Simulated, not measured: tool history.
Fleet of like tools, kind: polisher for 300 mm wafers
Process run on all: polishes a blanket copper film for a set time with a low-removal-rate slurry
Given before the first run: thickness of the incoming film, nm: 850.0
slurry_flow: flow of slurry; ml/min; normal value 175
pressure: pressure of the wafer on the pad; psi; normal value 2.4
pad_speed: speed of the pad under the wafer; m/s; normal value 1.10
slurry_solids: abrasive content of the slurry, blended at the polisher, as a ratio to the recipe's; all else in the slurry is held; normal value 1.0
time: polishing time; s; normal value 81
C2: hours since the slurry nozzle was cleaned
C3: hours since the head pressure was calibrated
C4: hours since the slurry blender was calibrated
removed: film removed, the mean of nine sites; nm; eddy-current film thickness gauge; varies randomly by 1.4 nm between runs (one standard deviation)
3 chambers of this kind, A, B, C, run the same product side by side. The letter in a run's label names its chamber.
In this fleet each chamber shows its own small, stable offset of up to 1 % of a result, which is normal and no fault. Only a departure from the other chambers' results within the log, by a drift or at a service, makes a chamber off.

run 1C hour=10.1 | slurry_flow=175 pressure=2.4 pad_speed=1.10 slurry_solids=1.0 time=81 | wafers_polished_on_this_pad=1037 C2=113.1 C3=209.4 C4=175.1 | removed=208.01
run 2A hour=15.9 | slurry_flow=175 pressure=2.4 pad_speed=1.10 slurry_solids=1.0 time=81 | wafers_polished_on_this_pad=538 C2=189.4 C3=234.1 C4=27.4 | removed=207.18
run 3B hour=25.3 | slurry_flow=175 pressure=2.4 pad_speed=1.10 slurry_solids=1.0 time=81 | wafers_polished_on_this_pad=409 C2=445.5 C3=162.7 C4=102.6 | removed=205.85
-- hour=32.4 chamber C: worn pad replaced by a new one
run 4A hour=34.8 | slurry_flow=175 pressure=2.4 pad_speed=1.10 slurry_solids=1.0 time=81 | wafers_polished_on_this_pad=657 C2=208.3 C3=253.0 C4=46.3 | removed=205.97
-- hour=37.1 chamber A: worn pad replaced by a new one
run 5C hour=44.5 | slurry_flow=175 pressure=2.4 pad_speed=1.10 slurry_solids=1.1 time=81 | wafers_polished_on_this_pad=76 C2=147.5 C3=243.8 C4=209.5 | removed=210.05
run 6B hour=52.3 | slurry_flow=175 pressure=2.4 pad_speed=1.10 slurry_solids=1.1 time=81 | wafers_polished_on_this_pad=579 C2=472.5 C3=189.7 C4=129.6 | removed=208.49
run 7A hour=62.0 | slurry_flow=175 pressure=2.4 pad_speed=1.10 slurry_solids=1.1 time=81 | wafers_polished_on_this_pad=157 C2=235.5 C3=280.2 C4=73.5 | removed=211.85
run 8C hour=71.2 | slurry_flow=175 pressure=2.4 pad_speed=1.10 slurry_solids=1.0 time=81 | wafers_polished_on_this_pad=244 C2=174.2 C3=270.5 C4=236.2 | removed=208.97
run 9B hour=80.1 | slurry_flow=175 pressure=2.4 pad_speed=1.10 slurry_solids=1.0 time=81 | wafers_polished_on_this_pad=754 C2=500.3 C3=217.5 C4=157.4 | removed=203.96
run 10B hour=85.1 | slurry_flow=175 pressure=2.4 pad_speed=1.10 slurry_solids=1.0 time=81 | wafers_polished_on_this_pad=786 C2=505.3 C3=222.5 C4=162.4 | removed=203.86
run 11C hour=91.4 | slurry_flow=175 pressure=2.4 pad_speed=1.10 slurry_solids=1.0 time=81 | wafers_polished_on_this_pad=372 C2=194.4 C3=290.7 C4=256.4 | removed=206.49
run 12A hour=97.9 | slurry_flow=115 pressure=2.4 pad_speed=1.36 slurry_solids=1.0 time=81 | wafers_polished_on_this_pad=384 C2=271.4 C3=316.1 C4=109.4 | removed=239.10
-- hour=102.8 chamber A: slurry nozzle cleaned
run 13B hour=103.0 | slurry_flow=115 pressure=2.4 pad_speed=1.36 slurry_solids=1.0 time=81 | wafers_polished_on_this_pad=899 C2=523.2 C3=240.4 C4=180.3 | removed=231.65
run 14C hour=108.9 | slurry_flow=115 pressure=2.4 pad_speed=1.36 slurry_solids=1.0 time=81 | wafers_polished_on_this_pad=482 C2=211.9 C3=308.2 C4=273.9 | removed=236.55
run 15A hour=115.8 | slurry_flow=175 pressure=2.4 pad_speed=1.10 slurry_solids=1.0 time=81 | wafers_polished_on_this_pad=497 C2=13.0 C3=334.0 C4=127.3 | removed=209.00
run 16B hour=123.7 | slurry_flow=175 pressure=2.4 pad_speed=1.10 slurry_solids=1.0 time=81 | wafers_polished_on_this_pad=1030 C2=543.9 C3=261.1 C4=201.0 | removed=199.69
-- hour=124.3 chamber B: slurry blender recalibrated
run 17A hour=132.9 | slurry_flow=175 pressure=2.4 pad_speed=1.10 slurry_solids=1.0 time=81 | wafers_polished_on_this_pad=605 C2=30.1 C3=351.1 C4=144.4 | removed=205.46
-- hour=138.8 chamber B: slurry nozzle cleaned
run 18C hour=141.9 | slurry_flow=175 pressure=2.4 pad_speed=1.10 slurry_solids=1.2 time=81 | wafers_polished_on_this_pad=690 C2=244.9 C3=341.2 C4=306.9 | removed=213.70
-- hour=142.1 chamber A: worn pad replaced by a new one
run 19C hour=148.5 | slurry_flow=175 pressure=2.4 pad_speed=1.10 slurry_solids=1.2 time=81 | wafers_polished_on_this_pad=732 C2=251.5 C3=347.8 C4=313.5 | removed=211.80
run 20A hour=156.5 | slurry_flow=175 pressure=2.4 pad_speed=1.10 slurry_solids=1.2 time=81 | wafers_polished_on_this_pad=91 C2=53.7 C3=374.7 C4=168.0 | removed=215.13
run 21B hour=165.4 | slurry_flow=175 pressure=2.4 pad_speed=1.10 slurry_solids=1.0 time=71 | wafers_polished_on_this_pad=1293 C2=26.7 C3=302.8 C4=41.2 | removed=169.60
run 22C hour=171.6 | slurry_flow=175 pressure=2.4 pad_speed=1.10 slurry_solids=1.0 time=71 | wafers_polished_on_this_pad=878 C2=274.6 C3=370.9 C4=336.6 | removed=179.45
run 23B hour=181.4 | slurry_flow=175 pressure=2.4 pad_speed=1.10 slurry_solids=1.0 time=71 | wafers_polished_on_this_pad=1394 C2=42.7 C3=318.8 C4=57.2 | removed=168.44
-- hour=188.1 chamber C: slurry nozzle cleaned
run 24A hour=189.8 | slurry_flow=175 pressure=2.4 pad_speed=1.10 slurry_solids=1.0 time=81 | wafers_polished_on_this_pad=301 C2=87.0 C3=408.0 C4=201.3 | removed=209.78
run 25C hour=195.4 | slurry_flow=175 pressure=2.4 pad_speed=1.10 slurry_solids=1.0 time=81 | wafers_polished_on_this_pad=1028 C2=7.4 C3=394.7 C4=360.4 | removed=206.81
run 26A hour=200.3 | slurry_flow=175 pressure=2.4 pad_speed=1.10 slurry_solids=1.0 time=81 | wafers_polished_on_this_pad=367 C2=97.5 C3=418.5 C4=211.8 | removed=207.24
run 27B hour=208.4 | slurry_flow=175 pressure=2.4 pad_speed=1.10 slurry_solids=1.0 time=81 | wafers_polished_on_this_pad=1564 C2=69.7 C3=345.8 C4=84.2 | removed=185.12
run 28A hour=214.4 | slurry_flow=175 pressure=2.4 pad_speed=1.10 slurry_solids=1.0 time=81 | wafers_polished_on_this_pad=456 C2=111.6 C3=432.6 C4=225.9 | removed=207.29
run 29C hour=220.1 | slurry_flow=175 pressure=2.4 pad_speed=1.10 slurry_solids=1.0 time=81 | wafers_polished_on_this_pad=1184 C2=32.1 C3=419.4 C4=385.1 | removed=204.17

All chambers now run identical settings, listed one chamber a line with results as question marks. What results will each chamber show?
run 30A hour=227.5 | slurry_flow=175 pressure=2.4 pad_speed=1.10 slurry_solids=1.0 time=81 | removed=?
run 30B hour=227.5 | slurry_flow=175 pressure=2.4 pad_speed=1.10 slurry_solids=1.0 time=81 | removed=?
run 30C hour=227.5 | slurry_flow=175 pressure=2.4 pad_speed=1.10 slurry_solids=1.0 time=81 | removed=?

run=30A removed=207.20
run=30B removed=186.28
run=30C removed=206.10

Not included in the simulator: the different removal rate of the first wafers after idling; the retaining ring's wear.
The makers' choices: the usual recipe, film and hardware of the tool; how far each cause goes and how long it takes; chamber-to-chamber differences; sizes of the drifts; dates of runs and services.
